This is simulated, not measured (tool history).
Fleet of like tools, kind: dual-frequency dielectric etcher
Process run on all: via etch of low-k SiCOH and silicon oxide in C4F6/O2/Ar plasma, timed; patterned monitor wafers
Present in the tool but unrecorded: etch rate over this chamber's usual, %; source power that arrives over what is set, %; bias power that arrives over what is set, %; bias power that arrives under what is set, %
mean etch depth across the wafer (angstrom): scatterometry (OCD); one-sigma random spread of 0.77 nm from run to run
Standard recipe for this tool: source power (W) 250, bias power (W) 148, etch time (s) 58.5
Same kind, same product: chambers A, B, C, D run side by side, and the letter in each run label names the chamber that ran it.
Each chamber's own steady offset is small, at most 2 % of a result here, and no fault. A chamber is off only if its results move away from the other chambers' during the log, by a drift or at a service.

| run | hour | source power (W) | bias power (W) | etch time (s) | hours since the last wet clean | hours since the last source power generator calibration | hours since the last bias power generator calibration | read-back reference wafer on the same gauge, depth_nm | mean etch depth across the wafer (angstrom) |
|---|---|---|---|---|---|---|---|---|---|
| 1B | 9.8 | 250 | 148 | 58.5 | 381.8 | 149.2 | 3602.5 | 135.97 | 1291.9 |
| 2C | 16.9 | 250 | 148 | 58.5 | 46.8 | 1482.6 | 1309.8 | 135.94 | 1266.8 |
| 3A | 23.6 | 250 | 148 | 58.5 | 259.5 | 2525.7 | 253 | 136.18 | 1255.1 |
| 4D | 32 | 250 | 148 | 58.5 | 146.4 | 1582 | 1208 | 136.1 | 1276.1 |
| 5A | 41.2 | 250 | 183 | 58.5 | 277.1 | 2543.3 | 270.6 | 136.03 | 1349.7 |
| 6D | 45.8 | 250 | 183 | 58.5 | 160.2 | 1595.8 | 1221.8 | 136.07 | 1364.5 |
| 7C | 51.7 | 250 | 183 | 58.5 | 81.6 | 1517.4 | 1344.6 | 135.87 | 1365.6 |
| 8B | 57.8 | 250 | 183 | 58.5 | 429.8 | 197.2 | 3650.5 | 136.13 | 1364.1 |
| 9C | 67.4 | 250 | 148 | 58.5 | 97.3 | 1533.1 | 1360.3 | 136.16 | 1287.8 |
| 10A | 75.6 | 250 | 148 | 58.5 | 311.5 | 2577.7 | 305 | 135.75 | 1263.9 |
|  | 80.7 | chamber A: wet clean of the chamber |
| 11D | 84.2 | 250 | 148 | 58.5 | 198.6 | 1634.2 | 1260.2 | 136.11 | 1263.6 |
| 12B | 89.3 | 250 | 148 | 58.5 | 461.3 | 228.7 | 3682 | 135.88 | 1298.3 |
| 13A | 98.3 | 250 | 131 | 58.5 | 17.6 | 2600.4 | 327.7 | 136.05 | 1218.1 |
| 14C | 104.8 | 250 | 131 | 58.5 | 134.7 | 1570.5 | 1397.7 | 136.12 | 1229.8 |
| 15D | 114.7 | 250 | 131 | 58.5 | 229.1 | 1664.7 | 1290.7 | 135.7 | 1231.5 |
| 16B | 119.4 | 250 | 131 | 58.5 | 491.4 | 258.8 | 3712.1 | 136.07 | 1234.5 |
| 17B | 126 | 250 | 148 | 58.5 | 498 | 265.4 | 3718.7 | 135.95 | 1297 |
| 18A | 133.1 | 250 | 148 | 72.5 | 52.4 | 2635.2 | 362.5 | 136.05 | 1578.3 |
|  | 137.5 | chamber B: wet clean of the chamber |
| 19D | 142.2 | 250 | 148 | 72.5 | 256.6 | 1692.2 | 1318.2 | 136.24 | 1592.7 |
| 20C | 150.2 | 250 | 148 | 72.5 | 180.1 | 1615.9 | 1443.1 | 135.88 | 1565.9 |
| 21B | 156.2 | 250 | 148 | 72.5 | 18.7 | 295.6 | 3748.9 | 136.12 | 1672.5 |
| 22D | 163.1 | 250 | 148 | 58.5 | 277.5 | 1713.1 | 1339.1 | 135.93 | 1286.9 |
| 23C | 171.6 | 310 | 148 | 49 | 201.5 | 1637.3 | 1464.5 | 136.09 | 1151.6 |
|  | 175.8 | chamber C: source power generator calibrated |
| 24A | 176.7 | 310 | 148 | 49 | 96 | 2678.8 | 406.1 | 135.96 | 1153.9 |
| 25A | 184.5 | 310 | 148 | 49 | 103.8 | 2686.6 | 413.9 | 135.9 | 1147.2 |
| 26B | 190.5 | 310 | 148 | 49 | 53 | 329.9 | 3783.2 | 136.02 | 1225.1 |
| 27D | 199.1 | 250 | 148 | 58.5 | 313.5 | 1749.1 | 1375.1 | 135.97 | 1284.2 |
|  | 203.1 | chamber D: bias power generator calibrated |
| 28C | 209 | 250 | 148 | 58.5 | 238.9 | 33.2 | 1501.9 | 136.04 | 1278.7 |
| 29D | 217.1 | 250 | 148 | 58.5 | 331.5 | 1767.1 | 14.1 | 136.02 | 1287.1 |
| 30A | 223.9 | 250 | 148 | 58.5 | 143.2 | 2726 | 453.3 | 136.05 | 1268.5 |
| 31C | 231 | 250 | 148 | 58.5 | 260.9 | 55.2 | 1523.9 | 135.9 | 1255.8 |
| 32B | 236.2 | 250 | 133 | 51.5 | 98.7 | 375.6 | 3828.9 | 135.97 | 1154.2 |
| 33A | 242.2 | 250 | 133 | 51.5 | 161.5 | 2744.3 | 471.6 | 135.97 | 1080.2 |
| 34D | 248.2 | 250 | 133 | 51.5 | 362.6 | 1798.2 | 45.2 | 136.09 | 1083 |
| 35C | 254.1 | 250 | 133 | 51.5 | 284 | 78.3 | 1547 | 135.87 | 1077.8 |

Decide between three cases: one chamber stands off from its peers, the gauge reading all wafers drifts, or nothing is wrong past each chamber's small offset. Where a chamber is off, say which and what most likely put it there.

The work done on chamber B during a service left it standing apart from the others.
Cause: etch rate over this chamber's usual, % = 5.01.

Below are 4 candidate recipes for chamber B's next run, each the usual settings with a change, their results shown as question marks. Which of them brings B's results back in line with what the other chambers give on the usual settings?
In-line tolerance around the mean of the other chambers on the usual settings: mean etch depth across the wafer (angstrom) 27
| 36B-1 | 261.5 | 250 | 149 | 60 |  |  |  |  | ? |
| 36B-2 | 261.5 | 250 | 147 | 57.5 |  |  |  |  | ? |
| 36B-3 | 261.5 | 250 | 118 | 58.5 |  |  |  |  | ? |
| 36B-4 | 261.5 | 250 | 150 | 62 |  |  |  |  | ? |

On the usual settings, the other chambers give on average: mean etch depth across the wafer (angstrom) 1270.4
| run | mean etch depth across the wafer (angstrom) |
|---|---|
| 36B-1 | 1393.1 |
| 36B-2 | 1329.5 |
| 36B-3 | 1266.1 |
| 36B-4 | 1442.5 |
Change 36B-3 lands the chamber within the allowed miss of the other chambers.
